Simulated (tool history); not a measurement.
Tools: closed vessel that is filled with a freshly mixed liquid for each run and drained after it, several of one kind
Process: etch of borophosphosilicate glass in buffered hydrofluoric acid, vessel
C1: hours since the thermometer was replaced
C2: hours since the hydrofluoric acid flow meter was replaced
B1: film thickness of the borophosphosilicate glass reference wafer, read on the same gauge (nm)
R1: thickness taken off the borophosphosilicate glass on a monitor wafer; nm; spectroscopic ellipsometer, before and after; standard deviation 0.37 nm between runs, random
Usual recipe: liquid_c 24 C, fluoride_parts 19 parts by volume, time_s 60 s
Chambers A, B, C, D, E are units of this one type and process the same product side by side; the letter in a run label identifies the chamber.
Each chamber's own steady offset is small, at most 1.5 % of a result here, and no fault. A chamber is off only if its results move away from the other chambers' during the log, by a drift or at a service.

{"run": "1C", "hour": 9.2, "liquid_c": 24, "fluoride_parts": 19, "time_s": 60, "C1": 1080.2, "C2": 84.4, "B1": 39.956, "R1": 43.327}
{"run": "2A", "hour": 19.6, "liquid_c": 24, "fluoride_parts": 19, "time_s": 60, "C1": 371.7, "C2": 43.2, "B1": 40.006, "R1": 43.473}
{"run": "3B", "hour": 27.9, "liquid_c": 24, "fluoride_parts": 19, "time_s": 60, "C1": 462.5, "C2": 704.9, "B1": 39.988, "R1": 42.884}
{"run": "4E", "hour": 38.5, "liquid_c": 24, "fluoride_parts": 19, "time_s": 60, "C1": 1495.5, "C2": 290.5, "B1": 39.958, "R1": 43.589}
{"run": "5D", "hour": 45.8, "liquid_c": 24, "fluoride_parts": 19, "time_s": 60, "C1": 793.4, "C2": 590.9, "B1": 39.967, "R1": 44.095}
{"run": "6E", "hour": 52.2, "liquid_c": 24, "fluoride_parts": 19, "time_s": 60, "C1": 1509.2, "C2": 304.2, "B1": 40.014, "R1": 42.959}
{"run": "7D", "hour": 61.2, "liquid_c": 24, "fluoride_parts": 19, "time_s": 60, "C1": 808.8, "C2": 606.3, "B1": 40.019, "R1": 44.227}
{"run": "8C", "hour": 66.7, "liquid_c": 24, "fluoride_parts": 19, "time_s": 60, "C1": 1137.7, "C2": 141.9, "B1": 40.037, "R1": 43.24}
{"run": "9B", "hour": 75.3, "liquid_c": 24, "fluoride_parts": 19, "time_s": 60, "C1": 509.9, "C2": 752.3, "B1": 39.959, "R1": 43.197}
{"run": "10A", "hour": 82.6, "liquid_c": 24, "fluoride_parts": 19, "time_s": 60, "C1": 434.7, "C2": 106.2, "B1": 39.957, "R1": 43.812}
{"run": "11B", "hour": 87.7, "liquid_c": 24, "fluoride_parts": 19, "time_s": 60, "C1": 522.3, "C2": 764.7, "B1": 40.02, "R1": 43.926}
{"run": "12D", "hour": 98.7, "liquid_c": 24, "fluoride_parts": 15, "time_s": 60, "C1": 846.3, "C2": 643.8, "B1": 39.977, "R1": 55.22}
{"run": "13E", "hour": 108.3, "liquid_c": 24, "fluoride_parts": 15, "time_s": 60, "C1": 1565.3, "C2": 360.3, "B1": 40.01, "R1": 55.389}
{"run": "14A", "hour": 119.1, "liquid_c": 24, "fluoride_parts": 15, "time_s": 60, "C1": 471.2, "C2": 142.7, "B1": 39.979, "R1": 54.595}
{"run": "15C", "hour": 128.7, "liquid_c": 24, "fluoride_parts": 15, "time_s": 60, "C1": 1199.7, "C2": 203.9, "B1": 39.975, "R1": 55.371}
{"run": "16A", "hour": 139.1, "liquid_c": 24, "fluoride_parts": 15, "time_s": 60, "C1": 491.2, "C2": 162.7, "B1": 39.973, "R1": 55.883}
{"run": "17B", "hour": 149.0, "liquid_c": 24, "fluoride_parts": 19, "time_s": 60, "C1": 583.6, "C2": 826, "B1": 40.041, "R1": 42.015}
{"run": "18D", "hour": 153.9, "liquid_c": 24, "fluoride_parts": 19, "time_s": 60, "C1": 901.5, "C2": 699, "B1": 39.927, "R1": 44.034}
{"run": "19E", "hour": 161.1, "liquid_c": 24, "fluoride_parts": 19, "time_s": 60, "C1": 1618.1, "C2": 413.1, "B1": 40.031, "R1": 43.224}
{"run": "20C", "hour": 169.0, "liquid_c": 24, "fluoride_parts": 19, "time_s": 60, "C1": 1240, "C2": 244.2, "B1": 39.947, "R1": 42.982}
{"run": "21A", "hour": 176.7, "liquid_c": 24, "fluoride_parts": 19, "time_s": 60, "C1": 528.8, "C2": 200.3, "B1": 39.99, "R1": 43.071}
{"run": "22B", "hour": 185.2, "liquid_c": 24, "fluoride_parts": 19, "time_s": 60, "C1": 619.8, "C2": 862.2, "B1": 39.984, "R1": 41.813}
{"hour": 189.7, "done": "chamber E: hydrofluoric acid flow meter replaced"}
{"run": "23C", "hour": 192.3, "liquid_c": 24, "fluoride_parts": 19, "time_s": 60, "C1": 1263.3, "C2": 267.5, "B1": 40.027, "R1": 43.514}
{"run": "24D", "hour": 200.3, "liquid_c": 26.5, "fluoride_parts": 19, "time_s": 70, "C1": 947.9, "C2": 745.4, "B1": 40.035, "R1": 57.517}
{"run": "25E", "hour": 211.3, "liquid_c": 26.5, "fluoride_parts": 19, "time_s": 70, "C1": 1668.3, "C2": 21.7, "B1": 40.022, "R1": 57.46}
{"run": "26A", "hour": 219.8, "liquid_c": 26.5, "fluoride_parts": 19, "time_s": 70, "C1": 571.9, "C2": 243.4, "B1": 39.959, "R1": 58.342}
{"run": "27E", "hour": 226.9, "liquid_c": 26.5, "fluoride_parts": 19, "time_s": 70, "C1": 1683.9, "C2": 37.3, "B1": 39.972, "R1": 57.986}
{"run": "28B", "hour": 233.3, "liquid_c": 26.5, "fluoride_parts": 19, "time_s": 70, "C1": 667.9, "C2": 910.3, "B1": 39.933, "R1": 54.614}
{"run": "29C", "hour": 239.8, "liquid_c": 24, "fluoride_parts": 19, "time_s": 60, "C1": 1310.8, "C2": 315, "B1": 39.953, "R1": 43.718}
{"run": "30D", "hour": 247.0, "liquid_c": 24, "fluoride_parts": 19, "time_s": 60, "C1": 994.6, "C2": 792.1, "B1": 40.009, "R1": 43.662}
{"run": "31E", "hour": 255.8, "liquid_c": 26, "fluoride_parts": 24.5, "time_s": 60, "C1": 1712.8, "C2": 66.2, "B1": 40.006, "R1": 39.696}

For the next run the whole fleet of 5 chambers uses the same settings. Give each chamber's results:
{"run": "32A", "hour": 263.9, "liquid_c": 24, "fluoride_parts": 19, "time_s": 60, "R1": "?"}
{"run": "32B", "hour": 263.9, "liquid_c": 24, "fluoride_parts": 19, "time_s": 60, "R1": "?"}
{"run": "32C", "hour": 263.9, "liquid_c": 24, "fluoride_parts": 19, "time_s": 60, "R1": "?"}
{"run": "32D", "hour": 263.9, "liquid_c": 24, "fluoride_parts": 19, "time_s": 60, "R1": "?"}
{"run": "32E", "hour": 263.9, "liquid_c": 24, "fluoride_parts": 19, "time_s": 60, "R1": "?"}

run=32A R1=44.166
run=32B R1=40.75
run=32C R1=43.4
run=32D R1=44.176
run=32E R1=43.229
